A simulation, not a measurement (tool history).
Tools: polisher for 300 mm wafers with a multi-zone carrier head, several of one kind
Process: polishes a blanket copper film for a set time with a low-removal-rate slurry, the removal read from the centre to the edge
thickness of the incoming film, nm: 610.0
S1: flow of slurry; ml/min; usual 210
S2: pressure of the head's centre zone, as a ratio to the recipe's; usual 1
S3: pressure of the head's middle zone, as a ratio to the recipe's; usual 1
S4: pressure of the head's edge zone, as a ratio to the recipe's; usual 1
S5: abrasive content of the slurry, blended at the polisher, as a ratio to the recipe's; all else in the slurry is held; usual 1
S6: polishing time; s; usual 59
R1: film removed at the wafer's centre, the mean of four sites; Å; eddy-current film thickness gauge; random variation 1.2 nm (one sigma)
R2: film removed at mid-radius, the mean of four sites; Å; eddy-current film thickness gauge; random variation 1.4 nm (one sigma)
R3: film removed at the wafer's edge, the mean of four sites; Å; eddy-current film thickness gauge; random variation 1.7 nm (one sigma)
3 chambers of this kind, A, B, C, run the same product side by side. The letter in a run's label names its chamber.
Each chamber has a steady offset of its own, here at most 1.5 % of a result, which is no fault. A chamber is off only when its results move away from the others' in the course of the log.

run	day	S1	S2	S3	S4	S5	S6	R1	R2	R3
1C	0.333	210	1	1	1	1	59	1175.4	1182.2	1187.2
2B	0.838	210	1	1	1	1	59	1191.2	1170.1	1179.5
3A	1.312	210	1	1	1	1	59	1183.6	1180.2	1182.1
4A	1.592	210	1	1	1	1	59	1200.2	1190.5	1209.8
# day 1.6: chamber C: edge zone pressure recalibrated
# day 2.05: chamber B: centre zone pressure recalibrated
5B	2.096	210	1	1	1	1	59	1184.9	1184.6	1183.4
6C	2.342	210	1	1	1	1	59	1192.8	1202.9	1164.8
7C	2.717	210	1	1	1	1	59	1186.9	1172.4	1222.8
# day 3.1: chamber A: worn pad replaced by a new one
8B	3.196	210	1	1	1	1	59	1182.5	1181.8	1142.5
9A	3.538	210	1	1	1	1	59	1166.8	1162.5	1168
# day 3.696: chamber B: worn pad replaced by a new one
10A	4.05	210	1	1	1	1	59	1187.4	1196.4	1168.9
11B	4.312	210	0.92	1	1.07	1	59	1058.7	1171.9	1211.1
12C	4.625	210	0.92	1	1.07	1	59	1069.1	1143.9	1209.6
13A	4.992	210	0.92	1	1.07	1	59	1072.8	1178.6	1240.9
14B	5.221	210	1	1	1.04	1.25	59	1271.5	1231.5	1244.5
# day 5.312: chamber A: centre zone pressure recalibrated
15C	5.688	210	1	1	1.04	1.25	59	1191.2	1192.6	1210.4
16A	6.179	210	1	1	1.04	1.25	59	1260.6	1243.5	1283.3
17C	6.571	210	1	1	1	1	59	1152.2	1150.6	1136.1
# day 6.721: chamber A: worn pad replaced by a new one
# day 6.867: chamber C: centre zone pressure recalibrated
18B	6.904	210	1.08	0.93	1	1	59	1295.9	1108.6	1164.1
19C	7.142	210	1.08	0.93	1	1	59	1224.7	1075.4	1160.6
20B	7.608	210	1.08	0.93	1	1	59	1301.8	1103	1166.5
21A	7.929	210	1	1	1	1	59	1178	1167	1218.9
# day 8.033: chamber B: worn pad replaced by a new one
22C	8.342	210	1	1	1	1	59	1116.9	1131.2	1129.2
23A	8.642	210	1	1	1	1	59	1169.5	1163.8	1203.2
24B	9.154	210	1	1	1	1	59	1172.8	1179.3	1175
25A	9.392	210	1	1	1	1	59	1190.1	1203.8	1195.5
26C	9.629	210	1	1	1	1	59	1104.2	1080.9	1095.4
27B	10.1	210	1	1	1	1	77	1556	1561.5	1546.5
# day 10.225: chamber A: worn pad replaced by a new one
28C	10.446	210	1	1	1	1	77	1427	1462.3	1440.1
29B	10.862	210	1	1	1	1	77	1575.7	1534.6	1516.6
30A	11.121	210	1	0.94	1	1	59	1209.6	1112.3	1182.3
31A	11.412	210	1	0.94	1	1	59	1174.6	1114.4	1186.8
32C	11.867	210	1	0.94	1	1	59	1102	1027.8	1064.2
33B	12.192	210	1.07	1	1	1	59	1290.8	1192.7	1180.7
# day 12.333: chamber B: edge zone pressure recalibrated
# day 12.388: chamber B: worn pad replaced by a new one
34C	12.629	210	1.07	1	1	1	59	1148	1080.8	1078.2
# day 12.675: chamber B: slurry nozzle cleaned
35A	12.896	210	1.07	1	1	1	59	1283.6	1162	1200.3
# day 13.138: chamber A: worn pad replaced by a new one
36B	13.15	210	1	1	1	1	59	1186.7	1167.5	1176.5
37B	13.583	210	1	1	1	1	59	1165.8	1182.9	1184.8
38A	13.992	210	1	1	1	1	59	1194.2	1178	1236.6
39C	14.362	210	1	1	1	1	59	1056	1058.9	1039

All 3 chambers run these settings next. Forecast each chamber's results:
40A	14.738	210	1	1	1	1	59	?	?	?
40B	14.738	210	1	1	1	1	59	?	?	?
40C	14.738	210	1	1	1	1	59	?	?	?

run	R1	R2	R3
40A	1177.1	1171.1	1226.1
40B	1172	1187.6	1169.6
40C	1040.7	1050.5	1023.8
